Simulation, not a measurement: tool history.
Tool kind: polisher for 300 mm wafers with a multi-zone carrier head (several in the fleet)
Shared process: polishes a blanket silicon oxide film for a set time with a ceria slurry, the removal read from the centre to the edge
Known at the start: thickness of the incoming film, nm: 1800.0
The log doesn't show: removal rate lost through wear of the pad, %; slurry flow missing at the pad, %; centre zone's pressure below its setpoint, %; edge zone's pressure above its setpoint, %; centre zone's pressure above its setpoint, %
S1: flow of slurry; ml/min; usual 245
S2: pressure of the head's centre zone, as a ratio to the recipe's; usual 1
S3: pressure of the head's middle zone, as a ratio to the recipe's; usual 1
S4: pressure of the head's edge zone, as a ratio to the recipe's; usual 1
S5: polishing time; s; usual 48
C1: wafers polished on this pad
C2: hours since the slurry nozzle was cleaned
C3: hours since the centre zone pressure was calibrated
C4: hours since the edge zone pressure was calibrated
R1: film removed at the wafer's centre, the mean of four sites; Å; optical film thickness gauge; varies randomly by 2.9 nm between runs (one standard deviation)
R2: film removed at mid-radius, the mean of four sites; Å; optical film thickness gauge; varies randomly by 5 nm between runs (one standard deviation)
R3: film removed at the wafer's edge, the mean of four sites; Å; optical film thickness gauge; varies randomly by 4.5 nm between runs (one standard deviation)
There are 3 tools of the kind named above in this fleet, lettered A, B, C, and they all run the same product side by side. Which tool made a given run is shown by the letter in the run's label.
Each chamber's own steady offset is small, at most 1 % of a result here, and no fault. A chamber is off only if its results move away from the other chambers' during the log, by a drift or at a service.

| run | day | S1 | S2 | S3 | S4 | S5 | C1 | C2 | C3 | C4 | R1 | R2 | R3 |
|---|---|---|---|---|---|---|---|---|---|---|---|---|---|
|  | 0.567 | chamber A: worn pad replaced by a new one |
| 1B | 0.604 | 245 | 1 | 1 | 1 | 48 | 1080 | 202.2 | 480.4 | 314.5 | 3667.9 | 3684.9 | 3638.6 |
| 2C | 1.167 | 245 | 1 | 1 | 1 | 48 | 870 | 190.6 | 569.7 | 554.7 | 3634.5 | 3724.3 | 3734.6 |
|  | 1.333 | chamber C: worn pad replaced by a new one |
| 3A | 1.479 | 245 | 1 | 1 | 1 | 48 | 295 | 654.5 | 557.7 | 560.7 | 3679.1 | 3697.5 | 3692.8 |
|  | 1.829 | chamber B: worn pad replaced by a new one |
| 4B | 1.85 | 245 | 1 | 1 | 1 | 48 | 6 | 232.1 | 510.3 | 344.4 | 3704 | 3712.5 | 3648.2 |
| 5C | 2.196 | 245 | 1 | 1 | 1 | 48 | 279 | 215.3 | 594.4 | 579.4 | 3635.1 | 3710.9 | 3707.6 |
| 6A | 2.683 | 245 | 1 | 1 | 1 | 48 | 685 | 683.4 | 586.6 | 589.6 | 3694.2 | 3691.6 | 3741.7 |
| 7A | 3.033 | 245 | 1 | 1 | 1 | 48 | 798 | 691.8 | 595 | 598 | 3768.7 | 3706.4 | 3631.7 |
|  | 3.083 | chamber C: centre zone pressure recalibrated |
| 8B | 3.388 | 245 | 1 | 0.95 | 0.89 | 48 | 503 | 269 | 547.2 | 381.3 | 3673.2 | 3544.9 | 3490.3 |
|  | 3.633 | chamber C: worn pad replaced by a new one |
|  | 3.658 | chamber A: slurry nozzle cleaned |
| 9C | 3.683 | 245 | 1 | 0.95 | 0.89 | 48 | 16 | 251 | 14.4 | 615.1 | 3697 | 3411.7 | 3413.5 |
| 10A | 4.021 | 245 | 1 | 0.95 | 0.89 | 48 | 1117 | 8.7 | 618.7 | 621.7 | 3625.9 | 3448.8 | 3531.5 |
| 11C | 4.367 | 245 | 1.09 | 1 | 1 | 48 | 237 | 267.4 | 30.8 | 631.5 | 4063.2 | 3744 | 3703.4 |
| 12B | 4.875 | 245 | 1.09 | 1 | 1 | 48 | 984 | 304.7 | 582.9 | 417 | 3980.3 | 3677.2 | 3630.9 |
|  | 5.183 | chamber A: worn pad replaced by a new one |
| 13C | 5.45 | 245 | 1.09 | 1 | 1 | 48 | 587 | 293.4 | 56.8 | 657.5 | 3990.4 | 3675 | 3623.6 |
| 14A | 5.929 | 245 | 0.91 | 1 | 1 | 48 | 242 | 54.5 | 664.5 | 667.5 | 3310.1 | 3682.2 | 3764.7 |
|  | 6.096 | chamber B: worn pad replaced by a new one |
|  | 6.25 | chamber B: slurry nozzle cleaned |
|  | 6.304 | chamber C: worn pad replaced by a new one |
| 15B | 6.304 | 245 | 0.91 | 1 | 1 | 48 | 68 | 1.4 | 617.2 | 451.3 | 3352.6 | 3616 | 3719.7 |
| 16A | 6.642 | 245 | 0.91 | 1 | 1 | 48 | 472 | 71.6 | 681.6 | 684.6 | 3332.6 | 3603.3 | 3804.9 |
| 17B | 6.992 | 245 | 1 | 1 | 1 | 48 | 290 | 17.9 | 633.7 | 467.8 | 3712.9 | 3743.7 | 3648.8 |
|  | 7.171 | chamber A: centre zone pressure recalibrated |
| 18C | 7.375 | 245 | 1 | 1 | 0.92 | 48 | 347 | 339.6 | 103 | 703.7 | 3662 | 3788.1 | 3473.6 |
| 19A | 7.733 | 245 | 1 | 1 | 0.92 | 48 | 825 | 97.8 | 13.6 | 710.8 | 3353.2 | 3751.5 | 3517.4 |
| 20C | 8.017 | 245 | 1 | 1 | 0.92 | 48 | 554 | 355 | 118.4 | 719.1 | 3613.1 | 3790.2 | 3523.7 |
| 21B | 8.583 | 245 | 1 | 1 | 1 | 48 | 804 | 56.1 | 671.9 | 506 | 3703.2 | 3656.2 | 3680.5 |
|  | 8.962 | chamber C: worn pad replaced by a new one |
| 22B | 9.188 | 245 | 1 | 1 | 1 | 48 | 1000 | 70.6 | 686.4 | 520.5 | 3692.7 | 3616.8 | 3734.9 |
|  | 9.438 | chamber A: worn pad replaced by a new one |
| 23A | 9.725 | 245 | 1 | 1 | 0.89 | 48 | 93 | 145.6 | 61.4 | 758.6 | 3373.8 | 3724 | 3382 |
| 24C | 10.171 | 245 | 1 | 1 | 0.89 | 48 | 391 | 406.7 | 170.1 | 770.8 | 3747 | 3688.7 | 3438.7 |
|  | 10.608 | chamber B: worn pad replaced by a new one |
| 25A | 10.667 | 245 | 1 | 1 | 0.89 | 48 | 398 | 168.2 | 84 | 781.2 | 3396.9 | 3661.6 | 3501 |
| 26C | 10.996 | 245 | 1 | 1 | 1 | 48 | 657 | 426.5 | 189.9 | 790.6 | 3695.3 | 3742.4 | 3730.6 |
| 27B | 11.321 | 245 | 1 | 1 | 1 | 48 | 230 | 121.8 | 737.6 | 571.7 | 3655.6 | 3637.6 | 3622.2 |
| 28A | 11.696 | 245 | 1 | 1 | 1 | 48 | 730 | 192.9 | 108.7 | 805.9 | 3433.6 | 3583.8 | 3621.3 |
|  | 11.738 | chamber C: worn pad replaced by a new one |
| 29C | 12.112 | 245 | 1 | 1 | 1 | 48 | 122 | 453.3 | 216.7 | 817.4 | 3697.8 | 3707.7 | 3690.1 |
| 30B | 12.617 | 245 | 1 | 1 | 1 | 48 | 649 | 152.9 | 768.7 | 602.8 | 3621.5 | 3693.3 | 3649.8 |
| 31A | 13.204 | 245 | 1 | 1 | 1 | 48 | 1218 | 229.1 | 144.9 | 842.1 | 3391.7 | 3602.1 | 3701.8 |

One chamber off, gauge drift, or nothing amiss beyond the chambers' own small offsets? If it is a chamber, which one, and what is the likeliest cause?

Chamber A has stood off from the others ever since a service on it.
Cause: centre zone's pressure below its setpoint, % = 7.69.

Which of the 4 candidates below, each the usual settings with something changed and its results left as question marks, puts chamber A back in line with what the other chambers give on the usual settings?
A result is in line if it is within this distance of the other chambers' mean on the usual settings: R1 100 Å; R2 170 Å; R3 160 Å
| 32A-1 | 13.662 | 245 | 0.98 | 1 | 1.01 | 48 |  |  |  |  | ? | ? | ? |
| 32A-2 | 13.662 | 250 | 1.07 | 1 | 0.97 | 48 |  |  |  |  | ? | ? | ? |
| 32A-3 | 13.662 | 240 | 0.93 | 1 | 1.03 | 48 |  |  |  |  | ? | ? | ? |
| 32A-4 | 13.662 | 245 | 1.02 | 1 | 0.99 | 48 |  |  |  |  | ? | ? | ? |

What the other chambers average on the usual settings: R1 3678.8 Å; R2 3683.9 Å; R3 3654.6 Å
| run | R1 | R2 | R3 |
|---|---|---|---|
| 32A-1 | 3323.4 | 3658.1 | 3708 |
| 32A-2 | 3665.5 | 3665.2 | 3636.8 |
| 32A-3 | 3130.1 | 3650 | 3739.8 |
| 32A-4 | 3471.1 | 3657.4 | 3669.2 |
32A-2 is the one that brings the chamber's results back in line with the other chambers.
